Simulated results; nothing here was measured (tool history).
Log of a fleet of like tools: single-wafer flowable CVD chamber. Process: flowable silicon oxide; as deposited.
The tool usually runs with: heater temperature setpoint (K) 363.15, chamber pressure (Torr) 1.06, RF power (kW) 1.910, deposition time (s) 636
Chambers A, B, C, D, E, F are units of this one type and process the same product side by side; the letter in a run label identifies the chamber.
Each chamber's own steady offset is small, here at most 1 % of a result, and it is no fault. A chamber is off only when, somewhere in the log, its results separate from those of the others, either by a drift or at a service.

run	hour	heater temperature setpoint (K)	chamber pressure (Torr)	RF power (kW)	deposition time (s)	hours since the last thermocouple change	hours since the last RF generator calibration	hours since the last manometer calibration	read-back reference wafer on the same gauge, thickness_nm	mean film thickness on the monitor wafer (Å)
1D	10.1	363.15	1.06	1.910	636	1781.2	236.4	91.1	806.69	7625.4
2E	18.6	363.15	1.06	1.910	636	398.0	1203.4	72.4	805.69	7508.2
3B	33.8	363.15	1.06	1.910	636	2225.1	867.6	902.1	805.15	7572.6
4C	48.0	363.15	1.06	1.910	636	302.1	814.6	1390.0	806.42	7560.7
5A	55.3	372.15	1.06	1.910	636	350.4	393.3	129.7	806.13	5670.3
6F	67.4	372.15	1.06	1.910	636	599.0	240.9	760.9	806.17	5558.5
7A	77.5	372.15	1.06	1.910	636	372.6	415.5	151.9	806.35	5629.4
8B	90.5	372.15	1.06	1.910	636	2281.8	924.3	958.8	806.33	5578.8
9C	105.4	372.15	1.06	1.910	636	359.5	872.0	1447.4	806.13	5596.5
10F	118.6	372.15	1.06	1.910	636	650.2	292.1	812.1	806.03	5580.2
11E	130.3	363.15	1.06	1.910	636	509.7	1315.1	184.1	805.69	7498.5
12D	145.4	363.15	1.06	1.910	636	1916.5	371.7	226.4	805.81	7631.2
# hour 150.5: chamber B: RF generator calibrated
# hour 159.4: chamber B: capacitance manometer re-zeroed and calibrated
13D	159.4	363.15	1.18	1.910	636	1930.5	385.7	240.4	805.92	8567.6
14A	171.4	363.15	1.18	1.910	636	466.5	509.4	245.8	805.99	8591.2
15F	179.6	363.15	1.18	1.910	636	711.2	353.1	873.1	805.46	8436.0
16C	195.7	363.15	1.18	1.910	636	449.8	962.3	1537.7	806.24	8500.2
17E	206.6	363.15	1.18	1.910	636	586.0	1391.4	260.4	805.43	8441.0
18B	221.1	363.15	1.18	1.910	636	2412.4	70.6	61.8	806.47	8694.6
19C	230.4	363.15	1.06	1.910	636	484.5	997.0	1572.4	805.92	7578.0
20A	239.9	363.15	1.28	1.795	636	535.0	577.9	314.3	805.91	9282.8
21D	251.6	363.15	1.28	1.795	636	2022.7	477.9	332.6	805.63	9209.3
22B	265.7	363.15	1.28	1.795	636	2457.0	115.2	106.4	805.36	9358.3
23E	277.0	363.15	1.28	1.795	636	656.4	1461.8	330.8	805.71	9084.9
24F	291.5	363.15	1.28	1.795	636	823.1	465.0	985.0	805.76	9088.6
25D	300.8	363.15	1.28	1.795	636	2071.9	527.1	381.8	805.38	9241.4
26B	309.7	363.15	1.06	1.910	636	2501.0	159.2	150.4	806.33	7740.3
27F	326.3	363.15	1.06	1.910	636	857.9	499.8	1019.8	805.76	7444.2
28A	335.9	363.15	1.06	2.170	516	631.0	673.9	410.3	805.97	6317.5
29E	347.8	363.15	1.06	2.170	516	727.2	1532.6	401.6	805.91	6234.7
30C	361.9	363.15	1.06	2.170	516	616.0	1128.5	1703.9	805.68	6300.4
31E	373.3	363.15	1.06	2.170	516	752.7	1558.1	427.1	805.63	6255.1
32D	387.1	363.15	1.06	2.170	516	2158.2	613.4	468.1	805.71	6342.0
33A	396.0	363.15	1.06	2.170	516	691.1	734.0	470.4	806.59	6351.3
34B	403.5	363.15	1.06	1.910	636	2594.8	253.0	244.2	805.98	7682.0
35F	416.6	363.15	1.06	1.910	636	948.2	590.1	1110.1	805.75	7511.2
36C	425.2	363.15	1.06	1.910	636	679.3	1191.8	1767.2	806.10	7567.6
37E	440.6	363.15	1.06	1.910	523	820.0	1625.4	494.4	806.54	6166.6
38F	455.3	363.15	1.06	1.910	523	986.9	628.8	1148.8	806.24	6157.1
39B	463.5	363.15	1.06	1.910	523	2654.8	313.0	304.2	806.48	6354.0
40C	480.2	363.15	1.06	1.910	523	734.3	1246.8	1822.2	806.20	6209.6
41D	495.8	363.15	1.06	1.910	523	2266.9	722.1	576.8	806.30	6281.9
42A	503.4	363.15	1.06	1.910	523	798.5	841.4	577.8	806.11	6241.9

The same settings go to every chamber for the next run, one line per chamber below. Forecast the results for each:
43A	515.4	363.15	1.06	1.910	636					?
43B	515.4	363.15	1.06	1.910	636					?
43C	515.4	363.15	1.06	1.910	636					?
43D	515.4	363.15	1.06	1.910	636					?
43E	515.4	363.15	1.06	1.910	636					?
43F	515.4	363.15	1.06	1.910	636					?

run	mean film thickness on the monitor wafer (Å)
43A	7608.7
43B	7698.7
43C	7573.0
43D	7640.4
43E	7537.2
43F	7499.2

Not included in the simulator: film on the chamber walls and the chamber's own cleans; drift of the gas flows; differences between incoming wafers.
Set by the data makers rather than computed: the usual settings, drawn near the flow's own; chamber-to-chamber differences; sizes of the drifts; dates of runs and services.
